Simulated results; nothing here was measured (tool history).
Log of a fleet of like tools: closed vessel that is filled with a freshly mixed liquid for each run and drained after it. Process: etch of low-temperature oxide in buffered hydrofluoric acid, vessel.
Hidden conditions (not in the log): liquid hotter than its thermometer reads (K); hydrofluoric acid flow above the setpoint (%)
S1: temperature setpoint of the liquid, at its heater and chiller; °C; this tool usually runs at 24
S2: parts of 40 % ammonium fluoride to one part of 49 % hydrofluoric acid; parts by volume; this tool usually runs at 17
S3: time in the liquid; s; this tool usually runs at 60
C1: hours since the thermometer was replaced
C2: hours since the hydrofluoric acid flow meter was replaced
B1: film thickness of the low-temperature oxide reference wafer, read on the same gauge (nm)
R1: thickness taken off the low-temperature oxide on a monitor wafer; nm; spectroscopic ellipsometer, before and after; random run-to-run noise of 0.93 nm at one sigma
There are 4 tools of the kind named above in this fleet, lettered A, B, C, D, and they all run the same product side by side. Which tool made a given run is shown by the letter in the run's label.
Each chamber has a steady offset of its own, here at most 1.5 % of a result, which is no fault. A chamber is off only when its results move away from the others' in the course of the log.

run   hour    S1    S2  S3      C1      C2      B1      R1
 1B    6.5    24    17  60   749.1   391.7  129.97   110.2
 2C   12.5    24    17  60  1493.2     577  130.02  110.83
 3A   22.5    24    17  60   288.6    1336     130  112.47
 4D   33.2    24    17  60   229.4     970  129.98  110.06
 5A   40.8    24    17  60   306.9  1354.3  130.02  114.79
 6B   46.9    24    17  60   789.5   432.1  130.01  111.52
 7D   56.1    24    17  60   252.3   992.9  129.99  111.82
 8C   61.9    24    17  60  1542.6   626.4     130  112.35
 9A   70.2  19.5  21.5  60   336.3  1383.7  129.99  72.038
10C   79.9  19.5  21.5  60  1560.6   644.4  129.99  69.908
11B   89.3  19.5  21.5  60   831.9   474.5     130  70.845
12D   95.2  19.5  21.5  60   291.4    1032  130.01   72.17
13C  104.8    24    17  60  1585.5   669.3     130   112.4
14A  113.9    24    17  60     380  1427.4  129.99  113.37
15B  122.5    24    17  60   865.1   507.7  129.99  112.29
16D  131.1    24    17  60   327.3  1067.9  129.98  114.22
17C  140.2    24    17  60  1620.9   704.7  129.99  111.35
18D  147.5    24    17  60   343.7  1084.3     130  114.55
19B  156.7    24    17  60   899.3   541.9  130.02  112.03
20A  162.9    24    17  60     429  1476.4  130.01  112.06
21C    171    24    17  60  1651.7   735.5  130.01  111.51
22D  178.9    24    17  35   375.1  1115.7  129.98  69.276
23A  185.6    24    17  35   451.7  1499.1  130.01  66.638
24B  194.4    24    17  35     937   579.6  129.99  65.358
25C  203.5    24    17  35  1684.2     768  130.01  64.206
26A  209.3    24    17  60   475.4  1522.8  129.98  114.78
27B  214.7    24    17  60   957.3   599.9  129.98  112.53
28D  223.6    24    17  60   419.8  1160.4     130  116.12
29B    229    24    17  60   971.6   614.2     130  113.52
     239.5  -- chamber C: thermometer replaced
30C  239.7    24    17  60     0.2   804.2     130  110.88
31A  246.2  28.5    17  60   512.3  1559.7     130  144.54
32D  256.1  28.5    17  60   452.3  1192.9  129.98  153.34

Which is it: a chamber that has drifted or been left off by a service, a gauge drift common to all chambers, or only each chamber's usual small offset? If a chamber is off, name it and its likeliest cause.

It is chamber D that slowly wanders off from its peers.
Most likely cause: liquid hotter than its thermometer reads (K) = 1.27.
From this log alone, it may not be told apart from: hydrofluoric acid flow above the setpoint (%).

Here are 4 candidates for chamber D's next run, each the usual settings with a change, their results left as question marks. Which one brings its results back in line with what the others give on the usual settings?
In-line tolerance around the mean of the other chambers on the usual settings: R1 3.3 nm
33D-1  263.8    23    17  60               ?
33D-2  263.8  24.5  16.5  60               ?
33D-3  263.8    24  16.5  65               ?
33D-4  263.8    24  17.5  55               ?

What the other chambers average on the usual settings: R1 112.31 nm
  run      R1
33D-1  112.44
33D-2  125.76
33D-3  132.53
33D-4  105.83
33D-1 brings the chamber back in line.

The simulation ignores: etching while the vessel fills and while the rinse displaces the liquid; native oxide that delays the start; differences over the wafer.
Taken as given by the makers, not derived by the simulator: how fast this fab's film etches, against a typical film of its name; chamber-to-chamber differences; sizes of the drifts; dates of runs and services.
